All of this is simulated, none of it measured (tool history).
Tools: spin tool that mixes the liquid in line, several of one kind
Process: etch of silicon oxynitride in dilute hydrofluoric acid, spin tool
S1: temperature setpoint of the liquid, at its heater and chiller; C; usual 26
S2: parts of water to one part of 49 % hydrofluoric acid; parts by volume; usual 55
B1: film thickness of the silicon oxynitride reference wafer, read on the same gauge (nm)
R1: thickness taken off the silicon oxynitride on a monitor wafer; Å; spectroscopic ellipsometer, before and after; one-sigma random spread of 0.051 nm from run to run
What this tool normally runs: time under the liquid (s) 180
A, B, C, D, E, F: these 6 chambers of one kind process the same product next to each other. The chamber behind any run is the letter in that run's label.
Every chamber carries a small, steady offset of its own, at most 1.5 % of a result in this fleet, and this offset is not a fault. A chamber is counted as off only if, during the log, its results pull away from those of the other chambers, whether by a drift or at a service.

run 1B day=0.204 | S1=26 S2=55 time_under_the_liquid_(s)=180 | B1=59.995 | R1=88.784
run 2F day=0.354 | S1=26 S2=55 time_under_the_liquid_(s)=180 | B1=59.991 | R1=89.485
run 3C day=0.579 | S1=26 S2=55 time_under_the_liquid_(s)=180 | B1=59.984 | R1=88.361
run 4A day=0.771 | S1=26 S2=55 time_under_the_liquid_(s)=180 | B1=60.004 | R1=87.707
run 5E day=1.033 | S1=26 S2=55 time_under_the_liquid_(s)=180 | B1=60.000 | R1=88.172
run 6D day=1.246 | S1=26 S2=55 time_under_the_liquid_(s)=180 | B1=59.989 | R1=88.091
run 7F day=1.525 | S1=26 S2=55 time_under_the_liquid_(s)=180 | B1=59.996 | R1=89.265
run 8B day=1.746 | S1=26 S2=55 time_under_the_liquid_(s)=180 | B1=59.990 | R1=89.348
run 9C day=2.000 | S1=26 S2=55 time_under_the_liquid_(s)=180 | B1=60.005 | R1=88.916
run 10D day=2.158 | S1=26 S2=55 time_under_the_liquid_(s)=180 | B1=60.002 | R1=86.857
-- day=2.433 chamber D: thermometer replaced
run 11E day=2.454 | S1=26 S2=55 time_under_the_liquid_(s)=180 | B1=59.992 | R1=89.444
run 12A day=2.671 | S1=26 S2=55 time_under_the_liquid_(s)=180 | B1=59.991 | R1=89.025
run 13D day=2.921 | S1=26 S2=55 time_under_the_liquid_(s)=180 | B1=60.009 | R1=87.211
run 14A day=3.233 | S1=26 S2=55 time_under_the_liquid_(s)=90 | B1=59.999 | R1=44.339
run 15F day=3.396 | S1=26 S2=55 time_under_the_liquid_(s)=90 | B1=59.992 | R1=44.233
run 16E day=3.638 | S1=26 S2=55 time_under_the_liquid_(s)=90 | B1=60.006 | R1=44.242
run 17B day=3.862 | S1=26 S2=55 time_under_the_liquid_(s)=90 | B1=59.990 | R1=44.811
run 18C day=4.125 | S1=26 S2=55 time_under_the_liquid_(s)=90 | B1=60.017 | R1=43.999
run 19C day=4.296 | S1=26 S2=55 time_under_the_liquid_(s)=90 | B1=60.010 | R1=44.273
run 20E day=4.542 | S1=26 S2=55 time_under_the_liquid_(s)=180 | B1=60.002 | R1=88.475
run 21F day=4.742 | S1=26 S2=55 time_under_the_liquid_(s)=180 | B1=59.996 | R1=88.869
run 22B day=4.967 | S1=26 S2=55 time_under_the_liquid_(s)=180 | B1=60.012 | R1=91.041
run 23D day=5.171 | S1=26 S2=55 time_under_the_liquid_(s)=180 | B1=59.990 | R1=88.124
run 24A day=5.388 | S1=26 S2=55 time_under_the_liquid_(s)=180 | B1=60.001 | R1=87.973
run 25D day=5.612 | S1=26 S2=30 time_under_the_liquid_(s)=90 | B1=59.981 | R1=82.306
run 26E day=5.917 | S1=26 S2=30 time_under_the_liquid_(s)=90 | B1=60.007 | R1=82.403
run 27B day=6.154 | S1=26 S2=30 time_under_the_liquid_(s)=90 | B1=60.005 | R1=85.826
run 28F day=6.408 | S1=26 S2=30 time_under_the_liquid_(s)=90 | B1=59.989 | R1=82.761
run 29A day=6.571 | S1=26 S2=30 time_under_the_liquid_(s)=90 | B1=60.002 | R1=82.612
run 30C day=6.846 | S1=26 S2=30 time_under_the_liquid_(s)=90 | B1=59.996 | R1=81.519
run 31D day=7.004 | S1=29 S2=30 time_under_the_liquid_(s)=180 | B1=59.996 | R1=190.980
run 32E day=7.242 | S1=29 S2=30 time_under_the_liquid_(s)=180 | B1=60.002 | R1=190.110
run 33B day=7.492 | S1=29 S2=30 time_under_the_liquid_(s)=180 | B1=60.018 | R1=203.150
run 34A day=7.738 | S1=29 S2=30 time_under_the_liquid_(s)=180 | B1=60.012 | R1=190.930
run 35F day=7.900 | S1=29 S2=30 time_under_the_liquid_(s)=180 | B1=60.012 | R1=191.690
run 36C day=8.050 | S1=29 S2=30 time_under_the_liquid_(s)=180 | B1=59.989 | R1=192.260
run 37C day=8.233 | S1=26 S2=55 time_under_the_liquid_(s)=180 | B1=59.995 | R1=87.954
run 38A day=8.450 | S1=26 S2=55 time_under_the_liquid_(s)=180 | B1=59.995 | R1=89.065

Each of the 6 chambers runs these same settings next. Fill in every chamber's results:
run 39A day=8.675 | S1=26 S2=55 time_under_the_liquid_(s)=180 | R1=?
run 39B day=8.675 | S1=26 S2=55 time_under_the_liquid_(s)=180 | R1=?
run 39C day=8.675 | S1=26 S2=55 time_under_the_liquid_(s)=180 | R1=?
run 39D day=8.675 | S1=26 S2=55 time_under_the_liquid_(s)=180 | R1=?
run 39E day=8.675 | S1=26 S2=55 time_under_the_liquid_(s)=180 | R1=?
run 39F day=8.675 | S1=26 S2=55 time_under_the_liquid_(s)=180 | R1=?

run=39A R1=88.234
run=39B R1=93.121
run=39C R1=88.689
run=39D R1=87.562
run=39E R1=88.937
run=39F R1=88.812

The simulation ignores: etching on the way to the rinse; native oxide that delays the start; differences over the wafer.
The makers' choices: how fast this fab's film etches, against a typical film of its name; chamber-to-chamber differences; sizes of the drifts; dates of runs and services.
